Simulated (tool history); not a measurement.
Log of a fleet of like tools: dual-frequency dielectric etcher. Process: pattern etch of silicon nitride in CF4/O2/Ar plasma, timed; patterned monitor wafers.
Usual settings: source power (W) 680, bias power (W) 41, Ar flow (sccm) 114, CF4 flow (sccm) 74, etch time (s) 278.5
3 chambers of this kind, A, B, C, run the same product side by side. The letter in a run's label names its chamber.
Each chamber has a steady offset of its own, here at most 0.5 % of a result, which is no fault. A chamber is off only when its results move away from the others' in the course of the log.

run     day  source power (W)  bias power (W)  Ar flow (sccm)  CF4 flow (sccm)  etch time (s)  hours since the last wet clean  hours since the last source power generator calibration  hours since the last bias power generator calibration  hours since the last Ar flow controller change  hours since the last CF4 flow controller change  read-back reference wafer on the same gauge, depth_nm  mean etch depth across the wafer (Å)
 1C   0.471               680              41             114               74          278.5                           312.3                                                   2303.9                                                 4975.3                                          1506.1                                             2305                                                 644.45                                6085.3
 2B   0.692               680              41             114               74          278.5                           181.3                                                   1172.9                                                   1170                                          3537.3                                           4393.2                                                 645.18                                6062.5
 3A   0.983               680              41             114               74          278.5                            48.4                                                   3077.6                                                  755.8                                          2728.7                                           2002.6                                                 646.08                                6064.7
 4C   1.238               680              41             114               74          278.5                           330.7                                                   2322.3                                                 4993.7                                          1524.5                                           2323.4                                                 645.41                                6029.4
 5B   1.521               680              41             114               74          278.5                           201.2                                                   1192.8                                                 1189.9                                          3557.2                                           4413.1                                                 645.59                                6019.6
 6A   1.738               680              41             114               74          278.5                            66.5                                                   3095.7                                                  773.9                                          2746.8                                           2020.7                                                 645.72                                6072.1
 7C   2.017               680              41             114               74          278.5                           349.4                                                     2341                                                 5012.4                                          1543.2                                           2342.1                                                 646.27                                6085.1
 8A   2.283               680              41             130               67          278.5                            79.6                                                   3108.8                                                    787                                          2759.9                                           2033.8                                                 644.97                                5828.7
 9B   2.692               680              41             130               67          278.5                           229.3                                                   1220.9                                                   1218                                          3585.3                                           4441.2                                                 644.13                                5861.7
10C    2.95               680              41             130               67          278.5                           371.8                                                   2363.4                                                 5034.8                                          1565.6                                           2364.5                                                 644.24                                5873.3
11B   3.329               680              41             114               74          278.5                           244.6                                                   1236.2                                                 1233.3                                          3600.6                                           4456.5                                                 644.95                                6002.8
12A   3.642               680              41             114               74          278.5                           112.2                                                   3141.4                                                  819.6                                          2792.5                                           2066.4                                                 645.24                                6035.2
13C   3.996               680              41             114               74          278.5                           396.9                                                   2388.5                                                 5059.9                                          1590.7                                           2389.6                                                 644.82                                6077.5
14A   4.442               680              34             141               74          278.5                           131.4                                                   3160.6                                                  838.8                                          2811.7                                           2085.6                                                 644.38                                5419.3
15B   4.779               680              34             141               74          278.5                           279.4                                                     1271                                                 1268.1                                          3635.4                                           4491.3                                                 645.05                                  5389
16C   5.054               680              34             141               74          278.5                           422.3                                                   2413.9                                                 5085.3                                          1616.1                                             2415                                                 643.98                                5450.2
17A   5.512               680              41             114               74          278.5                           157.1                                                   3186.3                                                  864.5                                          2837.4                                           2111.3                                                 646.33                                6059.1
18B   5.975               680              41             114               74          278.5                           308.1                                                   1299.7                                                 1296.8                                          3664.1                                             4520                                                 645.84                                  6086
19A   6.442               680              41             114               74          278.5                           179.4                                                   3208.6                                                  886.8                                          2859.7                                           2133.6                                                 645.03                                6045.2
20B   6.708               680              41             100               74          278.5                           325.7                                                   1317.3                                                 1314.4                                          3681.7                                           4537.6                                                 645.42                                  6190
21C   7.083               680              41             100               74          278.5                             471                                                   2462.6                                                   5134                                          1664.8                                           2463.7                                                 645.54                                6150.4
       7.15  -- chamber B: Ar flow controller replaced
22C   7.421               680              41             100               74          278.5                           479.1                                                   2470.7                                                 5142.1                                          1672.9                                           2471.8                                                 644.38                                6162.8
23A   7.796               680              41             114               74          278.5                           211.9                                                   3241.1                                                  919.3                                          2892.2                                           2166.1                                                 644.95                                6054.7
24B   8.154               680              41             114               59          342.5                           360.4                                                     1352                                                 1349.1                                            24.2                                           4572.3                                                 644.85                                7112.2
      8.304  -- chamber C: wet clean of the chamber
25B   8.488               680              41             114               59          342.5                           368.4                                                     1360                                                 1357.1                                            32.2                                           4580.3                                                 643.48                                7084.1
      8.721  -- chamber B: source power generator calibrated
26C   8.912               680              41             114               59          342.5                            14.7                                                   2506.5                                                 5177.9                                          1708.7                                           2507.6                                                 644.74                                7213.6
27A   9.342               680              41             114               74          278.5                             249                                                   3278.2                                                  956.4                                          2929.3                                           2203.2                                                 644.81                                6055.1
      9.429  -- chamber C: bias power generator calibrated
28B   9.796               680              41             114               74          278.5                           399.8                                                     25.9                                                 1388.5                                            63.6                                           4611.7                                                 644.25                                6105.7
29C  10.004               580              41             114               74          278.5                            40.9                                                   2532.7                                                   13.8                                          1734.9                                           2533.8                                                 645.82                                5310.5
30A   10.35               580              41             114               74          278.5                           273.2                                                   3302.4                                                  980.6                                          2953.5                                           2227.4                                                 643.86                                5302.5
31B  10.783               580              41             114               74          278.5                           423.5                                                     49.6                                                 1412.2                                            87.3                                           4635.4                                                  643.6                                5240.3
32A  10.996               680              41             114               74          278.5                           288.7                                                   3317.9                                                  996.1                                            2969                                           2242.9                                                 644.75                                6055.6
33C  11.425               680              41             114               74          278.5                              75                                                   2566.8                                                   47.9                                            1769                                           2567.9                                                 644.54                                6032.3
34B    11.7               680              41             114               74          278.5                           445.5                                                     71.6                                                 1434.2                                           109.3                                           4657.4                                                 644.18                                6051.9
35C  11.954               680              41             114               74          278.5                            87.7                                                   2579.5                                                   60.6                                          1781.7                                           2580.6                                                 645.19                                6021.9
36A  12.217               680              41             114               74          278.5                             318                                                   3347.2                                                 1025.4                                          2998.3                                           2272.2                                                 645.36                                5970.7
37A  12.596               610              41             114               74          278.5                           327.1                                                   3356.3                                                 1034.5                                          3007.4                                           2281.3                                                  645.7                                5481.8
38C  12.821               610              41             114               74          278.5                           108.5                                                   2600.3                                                   81.4                                          1802.5                                           2601.4                                                 645.58                                  5520
39B  13.146               610              41             114               74          278.5                           480.2                                                    106.3                                                 1468.9                                             144                                           4692.1                                                 644.51                                5530.9
40A  13.392               680              41             114               74          278.5                           346.2                                                   3375.4                                                 1053.6                                          3026.5                                           2300.4                                                 645.42                                6082.3
41B  13.733               680              41             114               74          278.5                           494.3                                                    120.4                                                   1483                                           158.1                                           4706.2                                                 645.78                                5999.4
42C   14.05               680              41             114               74          278.5                             138                                                   2629.8                                                  110.9                                            1832                                           2630.9                                                 645.33                                6044.6

Is one chamber off against the others, does the gauge drift, or is nothing wrong? If a chamber is off, say which, and what the likeliest cause is.

No chamber stands off beyond its own small offset, and the gauge holds steady.
